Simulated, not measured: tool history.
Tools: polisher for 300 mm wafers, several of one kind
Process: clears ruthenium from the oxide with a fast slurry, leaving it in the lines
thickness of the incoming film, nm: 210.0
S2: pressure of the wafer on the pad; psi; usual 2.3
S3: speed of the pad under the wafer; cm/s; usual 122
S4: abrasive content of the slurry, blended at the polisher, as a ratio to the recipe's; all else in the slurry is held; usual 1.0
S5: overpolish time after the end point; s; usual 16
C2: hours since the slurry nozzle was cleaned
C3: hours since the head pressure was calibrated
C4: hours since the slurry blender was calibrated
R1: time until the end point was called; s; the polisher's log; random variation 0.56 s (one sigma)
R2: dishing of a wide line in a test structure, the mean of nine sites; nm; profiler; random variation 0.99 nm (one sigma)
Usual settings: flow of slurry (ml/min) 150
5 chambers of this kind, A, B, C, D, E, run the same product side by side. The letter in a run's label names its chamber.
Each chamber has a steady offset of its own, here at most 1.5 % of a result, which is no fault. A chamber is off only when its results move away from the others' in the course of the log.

{"run": "1C", "hour": 13.6, "flow of slurry (ml/min)": 150, "S2": 2.3, "S3": 122, "S4": 1.0, "S5": 16, "wafers polished on this pad": 615, "C2": 216.7, "C3": 76.7, "C4": 20.1, "R1": 56.283, "R2": 40.742}
{"hour": 18.8, "done": "chamber B: slurry blender recalibrated"}
{"hour": 22.4, "done": "chamber D: worn pad replaced by a new one"}
{"hour": 22.7, "done": "chamber E: slurry blender recalibrated"}
{"hour": 27.5, "done": "chamber B: worn pad replaced by a new one"}
{"run": "2A", "hour": 28.6, "flow of slurry (ml/min)": 150, "S2": 2.3, "S3": 122, "S4": 1.0, "S5": 16, "wafers polished on this pad": 534, "C2": 273.7, "C3": 648.8, "C4": 32.0, "R1": 55.523, "R2": 42.77}
{"run": "3E", "hour": 37.9, "flow of slurry (ml/min)": 150, "S2": 2.3, "S3": 122, "S4": 1.0, "S5": 16, "wafers polished on this pad": 744, "C2": 500.7, "C3": 524.8, "C4": 15.3, "R1": 55.938, "R2": 41.242}
{"hour": 47.4, "done": "chamber C: worn pad replaced by a new one"}
{"run": "4B", "hour": 50.9, "flow of slurry (ml/min)": 150, "S2": 2.3, "S3": 122, "S4": 1.0, "S5": 16, "wafers polished on this pad": 323, "C2": 74.0, "C3": 53.8, "C4": 32.2, "R1": 56.139, "R2": 38.942}
{"hour": 56.8, "done": "chamber A: worn pad replaced by a new one"}
{"hour": 59.1, "done": "chamber E: worn pad replaced by a new one"}
{"run": "5D", "hour": 61.1, "flow of slurry (ml/min)": 150, "S2": 2.3, "S3": 122, "S4": 1.0, "S5": 16, "wafers polished on this pad": 533, "C2": 358.4, "C3": 220.0, "C4": 314.9, "R1": 56.178, "R2": 39.744}
{"run": "6D", "hour": 74.4, "flow of slurry (ml/min)": 150, "S2": 2.3, "S3": 122, "S4": 1.0, "S5": 16, "wafers polished on this pad": 716, "C2": 371.7, "C3": 233.3, "C4": 328.2, "R1": 57.332, "R2": 41.096}
{"run": "7B", "hour": 89.9, "flow of slurry (ml/min)": 130, "S2": 2.3, "S3": 122, "S4": 1.0, "S5": 16, "wafers polished on this pad": 859, "C2": 113.0, "C3": 92.8, "C4": 71.2, "R1": 58.056, "R2": 38.764}
{"hour": 98.8, "done": "chamber B: worn pad replaced by a new one"}
{"hour": 103.9, "done": "chamber A: head pressure recalibrated"}
{"run": "8E", "hour": 103.9, "flow of slurry (ml/min)": 130, "S2": 2.3, "S3": 122, "S4": 1.0, "S5": 16, "wafers polished on this pad": 617, "C2": 566.7, "C3": 590.8, "C4": 81.3, "R1": 57.345, "R2": 41.001}
{"hour": 107.7, "done": "chamber D: worn pad replaced by a new one"}
{"run": "9A", "hour": 112.9, "flow of slurry (ml/min)": 130, "S2": 2.3, "S3": 122, "S4": 1.0, "S5": 16, "wafers polished on this pad": 772, "C2": 358.0, "C3": 9.0, "C4": 116.3, "R1": 57.312, "R2": 39.087}
{"hour": 121.3, "done": "chamber A: worn pad replaced by a new one"}
{"run": "10C", "hour": 126.8, "flow of slurry (ml/min)": 130, "S2": 2.3, "S3": 122, "S4": 1.0, "S5": 16, "wafers polished on this pad": 1093, "C2": 329.9, "C3": 189.9, "C4": 133.3, "R1": 58.028, "R2": 38.893}
{"hour": 130.9, "done": "chamber C: worn pad replaced by a new one"}
{"hour": 136.1, "done": "chamber E: worn pad replaced by a new one"}
{"run": "11D", "hour": 141.4, "flow of slurry (ml/min)": 130, "S2": 2.3, "S3": 122, "S4": 1.0, "S5": 16, "wafers polished on this pad": 464, "C2": 438.7, "C3": 300.3, "C4": 395.2, "R1": 56.707, "R2": 38.027}
{"hour": 150.9, "done": "chamber D: slurry blender recalibrated"}
{"run": "12B", "hour": 156.7, "flow of slurry (ml/min)": 150, "S2": 2.3, "S3": 122, "S4": 1.0, "S5": 16, "wafers polished on this pad": 797, "C2": 179.8, "C3": 159.6, "C4": 138.0, "R1": 55.71, "R2": 40.244}
{"hour": 160.8, "done": "chamber E: slurry blender recalibrated"}
{"hour": 160.9, "done": "chamber C: slurry blender recalibrated"}
{"run": "13A", "hour": 166.1, "flow of slurry (ml/min)": 150, "S2": 2.3, "S3": 122, "S4": 1.0, "S5": 16, "wafers polished on this pad": 616, "C2": 411.2, "C3": 62.2, "C4": 169.5, "R1": 56.715, "R2": 42.159}
{"hour": 168.1, "done": "chamber B: worn pad replaced by a new one"}
{"run": "14C", "hour": 174.5, "flow of slurry (ml/min)": 150, "S2": 2.3, "S3": 122, "S4": 1.0, "S5": 16, "wafers polished on this pad": 600, "C2": 377.6, "C3": 237.6, "C4": 13.7, "R1": 56.636, "R2": 40.686}
{"hour": 184.7, "done": "chamber D: worn pad replaced by a new one"}
{"run": "15E", "hour": 188.2, "flow of slurry (ml/min)": 150, "S2": 2.3, "S3": 122, "S4": 1.0, "S5": 16, "wafers polished on this pad": 718, "C2": 651.0, "C3": 675.1, "C4": 27.4, "R1": 55.565, "R2": 41.812}
{"hour": 190.8, "done": "chamber A: worn pad replaced by a new one"}
{"run": "16A", "hour": 203.3, "flow of slurry (ml/min)": 150, "S2": 2.3, "S3": 122, "S4": 1.0, "S5": 16, "wafers polished on this pad": 172, "C2": 448.4, "C3": 99.4, "C4": 206.7, "R1": 55.538, "R2": 41.753}
{"hour": 209.9, "done": "chamber C: slurry nozzle cleaned"}
{"hour": 211.2, "done": "chamber B: slurry blender recalibrated"}
{"run": "17B", "hour": 211.4, "flow of slurry (ml/min)": 150, "S2": 2.6, "S3": 122, "S4": 1.0, "S5": 25, "wafers polished on this pad": 597, "C2": 234.5, "C3": 214.3, "C4": 0.3, "R1": 49.157, "R2": 56.27}
{"hour": 214.6, "done": "chamber C: worn pad replaced by a new one"}
{"hour": 217.9, "done": "chamber E: worn pad replaced by a new one"}
{"run": "18D", "hour": 220.0, "flow of slurry (ml/min)": 150, "S2": 2.6, "S3": 122, "S4": 1.0, "S5": 25, "wafers polished on this pad": 485, "C2": 517.3, "C3": 378.9, "C4": 69.2, "R1": 50.629, "R2": 58.302}
{"hour": 225.9, "done": "chamber A: slurry blender recalibrated"}
{"run": "19E", "hour": 227.1, "flow of slurry (ml/min)": 150, "S2": 2.6, "S3": 122, "S4": 1.0, "S5": 25, "wafers polished on this pad": 127, "C2": 689.9, "C3": 714.0, "C4": 66.3, "R1": 49.213, "R2": 61.12}
{"run": "20C", "hour": 236.3, "flow of slurry (ml/min)": 150, "S2": 2.6, "S3": 122, "S4": 1.0, "S5": 25, "wafers polished on this pad": 298, "C2": 26.5, "C3": 299.4, "C4": 75.5, "R1": 50.58, "R2": 59.029}
{"hour": 242.9, "done": "chamber B: worn pad replaced by a new one"}
{"run": "21D", "hour": 249.3, "flow of slurry (ml/min)": 150, "S2": 2.6, "S3": 122, "S4": 1.0, "S5": 25, "wafers polished on this pad": 889, "C2": 546.6, "C3": 408.2, "C4": 98.5, "R1": 50.542, "R2": 57.334}
{"hour": 256.8, "done": "chamber A: worn pad replaced by a new one"}
{"hour": 261.2, "done": "chamber D: worn pad replaced by a new one"}
{"run": "22B", "hour": 264.3, "flow of slurry (ml/min)": 115, "S2": 2.0, "S3": 122, "S4": 1.0, "S5": 16, "wafers polished on this pad": 294, "C2": 287.4, "C3": 267.2, "C4": 53.2, "R1": 68.558, "R2": 34.321}
{"run": "23E", "hour": 279.5, "flow of slurry (ml/min)": 115, "S2": 2.0, "S3": 122, "S4": 1.0, "S5": 16, "wafers polished on this pad": 848, "C2": 742.3, "C3": 766.4, "C4": 118.7, "R1": 68.142, "R2": 33.198}
{"hour": 288.4, "done": "chamber E: slurry blender recalibrated"}
{"run": "24C", "hour": 290.1, "flow of slurry (ml/min)": 115, "S2": 2.0, "S3": 122, "S4": 1.0, "S5": 16, "wafers polished on this pad": 1039, "C2": 80.3, "C3": 353.2, "C4": 129.3, "R1": 67.311, "R2": 35.001}
{"hour": 296.4, "done": "chamber C: worn pad replaced by a new one"}
{"hour": 298.6, "done": "chamber E: worn pad replaced by a new one"}
{"run": "25A", "hour": 302.6, "flow of slurry (ml/min)": 115, "S2": 2.0, "S3": 122, "S4": 1.0, "S5": 16, "wafers polished on this pad": 630, "C2": 547.7, "C3": 198.7, "C4": 76.7, "R1": 68.027, "R2": 34.902}
{"run": "26D", "hour": 317.2, "flow of slurry (ml/min)": 115, "S2": 2.0, "S3": 122, "S4": 1.0, "S5": 16, "wafers polished on this pad": 771, "C2": 614.5, "C3": 476.1, "C4": 166.4, "R1": 67.999, "R2": 34.519}
{"hour": 320.4, "done": "chamber B: worn pad replaced by a new one"}
{"hour": 323.5, "done": "chamber C: slurry blender recalibrated"}
{"run": "27B", "hour": 330.6, "flow of slurry (ml/min)": 150, "S2": 2.3, "S3": 122, "S4": 1.0, "S5": 16, "wafers polished on this pad": 140, "C2": 353.7, "C3": 333.5, "C4": 119.5, "R1": 55.378, "R2": 37.923}
{"hour": 331.4, "done": "chamber A: worn pad replaced by a new one"}
{"run": "28A", "hour": 342.0, "flow of slurry (ml/min)": 150, "S2": 2.3, "S3": 122, "S4": 1.0, "S5": 16, "wafers polished on this pad": 146, "C2": 587.1, "C3": 238.1, "C4": 116.1, "R1": 56.745, "R2": 39.19}
{"run": "29C", "hour": 351.5, "flow of slurry (ml/min)": 150, "S2": 2.3, "S3": 122, "S4": 1.0, "S5": 16, "wafers polished on this pad": 759, "C2": 141.7, "C3": 414.6, "C4": 28.0, "R1": 56.95, "R2": 40.184}
{"run": "30E", "hour": 359.4, "flow of slurry (ml/min)": 150, "S2": 2.3, "S3": 122, "S4": 1.0, "S5": 16, "wafers polished on this pad": 836, "C2": 822.2, "C3": 846.3, "C4": 71.0, "R1": 56.348, "R2": 40.968}
{"hour": 369.1, "done": "chamber C: worn pad replaced by a new one"}
{"run": "31C", "hour": 371.2, "flow of slurry (ml/min)": 150, "S2": 2.3, "S3": 122, "S4": 1.0, "S5": 16, "wafers polished on this pad": 29, "C2": 161.4, "C3": 434.3, "C4": 47.7, "R1": 56.458, "R2": 41.243}

Is one chamber off against the others, does the gauge drift, or is nothing wrong? If a chamber is off, say which, and what the likeliest cause is.

No chamber stands off beyond its own small offset, and the gauge holds steady.
